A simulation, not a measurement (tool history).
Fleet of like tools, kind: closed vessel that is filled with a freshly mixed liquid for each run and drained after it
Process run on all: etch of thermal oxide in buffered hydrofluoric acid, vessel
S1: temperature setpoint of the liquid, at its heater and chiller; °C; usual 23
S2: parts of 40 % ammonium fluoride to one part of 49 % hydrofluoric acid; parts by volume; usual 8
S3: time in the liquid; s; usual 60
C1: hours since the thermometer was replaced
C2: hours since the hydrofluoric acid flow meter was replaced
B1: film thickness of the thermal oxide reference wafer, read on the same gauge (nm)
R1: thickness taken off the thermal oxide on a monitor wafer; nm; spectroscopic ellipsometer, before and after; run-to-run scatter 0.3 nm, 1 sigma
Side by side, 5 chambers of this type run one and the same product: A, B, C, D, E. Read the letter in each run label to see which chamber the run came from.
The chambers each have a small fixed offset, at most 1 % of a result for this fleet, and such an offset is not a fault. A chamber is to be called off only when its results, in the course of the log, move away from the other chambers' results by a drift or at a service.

Run 1D, hour 8.7: usual settings; C1 781.1; C2 1615.4; B1 39.982. Result: R1 79.831 nm.
Run 2E, hour 15.7: usual settings; C1 627.5; C2 770.6; B1 39.973. Result: R1 79.675 nm.
Run 3B, hour 23.3: usual settings; C1 84.2; C2 1489.3; B1 40.03. Result: R1 79.359 nm.
Run 4A, hour 29.3: usual settings; C1 1164.3; C2 169; B1 40.004. Result: R1 79.652 nm.
Run 5C, hour 35.4: usual settings; C1 1162.9; C2 708.5; B1 39.992. Result: R1 80.177 nm.
Run 6E, hour 43.5: usual settings; C1 655.3; C2 798.4; B1 40.019. Result: R1 79.675 nm.
Run 7C, hour 49.6: usual settings; C1 1177.1; C2 722.7; B1 40.036. Result: R1 79.402 nm.
Run 8A, hour 56.4: usual settings; C1 1191.4; C2 196.1; B1 39.964. Result: R1 79.757 nm.
Run 9B, hour 62.7: usual settings but S1 27.5 °C, S2 7 parts by volume; C1 123.6; C2 1528.7; B1 39.999. Result: R1 116.95 nm.
Run 10D, hour 73.3: usual settings but S1 27.5 °C, S2 7 parts by volume; C1 845.7; C2 1680; B1 40.007. Result: R1 117.22 nm.
At hour 76.2: chamber D: thermometer replaced.
At hour 77.8: chamber D: hydrofluoric acid flow meter replaced.
Run 11E, hour 78.5: usual settings but S1 27.5 °C, S2 7 parts by volume; C1 690.3; C2 833.4; B1 39.991. Result: R1 116.35 nm.
Run 12C, hour 83.5: usual settings but S1 27.5 °C, S2 7 parts by volume; C1 1211; C2 756.6; B1 40.003. Result: R1 117.8 nm.
Run 13D, hour 88.9: usual settings but S1 27.5 °C, S2 7 parts by volume; C1 12.7; C2 11.1; B1 40.002. Result: R1 117.14 nm.
Run 14B, hour 95.2: usual settings; C1 156.1; C2 1561.2; B1 40.002. Result: R1 79.432 nm.
Run 15A, hour 103.8: usual settings; C1 1238.8; C2 243.5; B1 40.018. Result: R1 79.537 nm.
Run 16E, hour 111.1: usual settings; C1 722.9; C2 866; B1 39.981. Result: R1 79.705 nm.
Run 17D, hour 117.6: usual settings; C1 41.4; C2 39.8; B1 39.998. Result: R1 79.075 nm.
Run 18B, hour 126.4: usual settings; C1 187.3; C2 1592.4; B1 40.005. Result: R1 79.509 nm.
Run 19A, hour 136.4: usual settings; C1 1271.4; C2 276.1; B1 40.031. Result: R1 80.135 nm.
At hour 137.5: chamber E: hydrofluoric acid flow meter replaced.
Run 20C, hour 144.7: usual settings; C1 1272.2; C2 817.8; B1 39.977. Result: R1 80.039 nm.
Run 21C, hour 150.3: usual settings; C1 1277.8; C2 823.4; B1 40.003. Result: R1 80.371 nm.
Run 22B, hour 156.9: usual settings; C1 217.8; C2 1622.9; B1 40.027. Result: R1 80.189 nm.
Run 23D, hour 163.7: usual settings but S1 18.5 °C, S2 6.5 parts by volume; C1 87.5; C2 85.9; B1 40.008. Result: R1 76.158 nm.
At hour 168.2: chamber C: thermometer replaced.
Run 24E, hour 172.6: usual settings but S1 18.5 °C, S2 6.5 parts by volume; C1 784.4; C2 35.1; B1 40.001. Result: R1 76.164 nm.
Run 25A, hour 181.8: usual settings but S1 18.5 °C, S2 6.5 parts by volume; C1 1316.8; C2 321.5; B1 39.967. Result: R1 76.575 nm.
Run 26A, hour 189: usual settings but S1 18.5 °C, S2 6.5 parts by volume; C1 1324; C2 328.7; B1 40.017. Result: R1 76.571 nm.
Run 27C, hour 199: usual settings but S1 18.5 °C, S2 6.5 parts by volume; C1 30.9; C2 872.1; B1 39.993. Result: R1 77.252 nm.
Run 28D, hour 206.8: usual settings; C1 130.6; C2 129; B1 40.007. Result: R1 79.055 nm.
Run 29B, hour 211.7: usual settings; C1 272.6; C2 1677.7; B1 40. Result: R1 79.449 nm.
Run 30E, hour 221.2: usual settings; C1 833; C2 83.7; B1 40.016. Result: R1 79.506 nm.
Run 31D, hour 230.6: usual settings; C1 154.4; C2 152.8; B1 40.003. Result: R1 78.771 nm.

The same settings go to every chamber for the next run, one line per chamber below. Forecast the results for each:
Run 32A, hour 238.5: usual settings but S3 40 s. Result: R1 ?.
Run 32B, hour 238.5: usual settings but S3 40 s. Result: R1 ?.
Run 32C, hour 238.5: usual settings but S3 40 s. Result: R1 ?.
Run 32D, hour 238.5: usual settings but S3 40 s. Result: R1 ?.
Run 32E, hour 238.5: usual settings but S3 40 s. Result: R1 ?.

run      R1
32A  53.148
32B  52.984
32C  53.646
32D  52.834
32E  53.238
